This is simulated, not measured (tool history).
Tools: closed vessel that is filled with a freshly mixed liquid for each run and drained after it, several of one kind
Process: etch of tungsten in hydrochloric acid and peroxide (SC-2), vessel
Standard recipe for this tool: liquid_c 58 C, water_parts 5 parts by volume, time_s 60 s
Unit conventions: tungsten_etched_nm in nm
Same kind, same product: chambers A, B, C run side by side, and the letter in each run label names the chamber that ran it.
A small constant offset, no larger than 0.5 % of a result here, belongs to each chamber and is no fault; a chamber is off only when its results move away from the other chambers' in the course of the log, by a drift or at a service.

run,hour,liquid_c,water_parts,time_s,"read-back film thickness of the tungsten reference wafer, read on the same gauge (nm)",tungsten_etched_nm
1C,6,58,5,60,60.031,54.092
2B,12.7,58,5,60,59.978,54.762
3A,22.5,58,5,60,60.025,54.953
# hour 25.2: chamber A: new drum of peroxide connected
4B,28.2,58,5,60,60.04,55.611
5C,38.8,58,5,60,60.008,55.667
6A,46.3,58,5,60,60.003,54.509
7C,51.5,58,5,60,59.99,54.601
8A,58.3,58,5,60,60.015,54.736
9B,67.5,58,5,60,59.969,54.09
10C,76.9,58,6.5,90,60.009,67.049
11A,84,58,6.5,90,60.005,68.3
12B,93,58,6.5,90,60.027,66.742
13A,103.9,58,5,60,59.998,55.051
14B,109.3,58,5,60,60.018,52.871
15C,117.3,58,5,60,60.043,54.279
16B,126.2,58,5,95,60.019,83.645
# hour 128: chamber C: chemicals flow meter replaced
17A,133.1,58,5,95,60.013,86.04
# hour 138.3: chamber A: chemicals flow meter replaced
18C,141.2,58,5,95,60.006,86.878
19C,149.8,58,5,60,60.016,55.336
20A,154.9,58,5,60,60.002,54.431
21B,163.1,58,5,60,59.997,52.724
22A,168.4,58,5,60,59.983,55.258
23B,173.6,58,5,60,59.983,52.022
24C,179.9,58,5,60,59.998,54.935
25B,188.5,58,5,60,60.018,51.854
26A,194.5,58,4,60,60,64.206
27C,200.5,58,4,60,59.992,63.812
28C,210.7,58,4,60,59.992,63.645
29A,218.7,58,5,60,60.033,54.321
30B,225.3,58,5,60,59.984,51.109
31A,233,58,5,60,59.98,54.879
32B,241.2,58,5,60,59.98,50.351
33C,247.3,58,5,60,60.022,55.15
34B,253.5,58,4,60,59.973,59.501
35A,262.9,58,4,60,59.998,63.236
36C,268.3,58,4,60,60.038,64

Each of the 3 chambers runs these same settings next. Fill in every chamber's results:
37A,276.1,58,6.5,60,,?
37B,276.1,58,6.5,60,,?
37C,276.1,58,6.5,60,,?

run,tungsten_etched_nm
37A,45.297
37B,41.188
37C,44.558
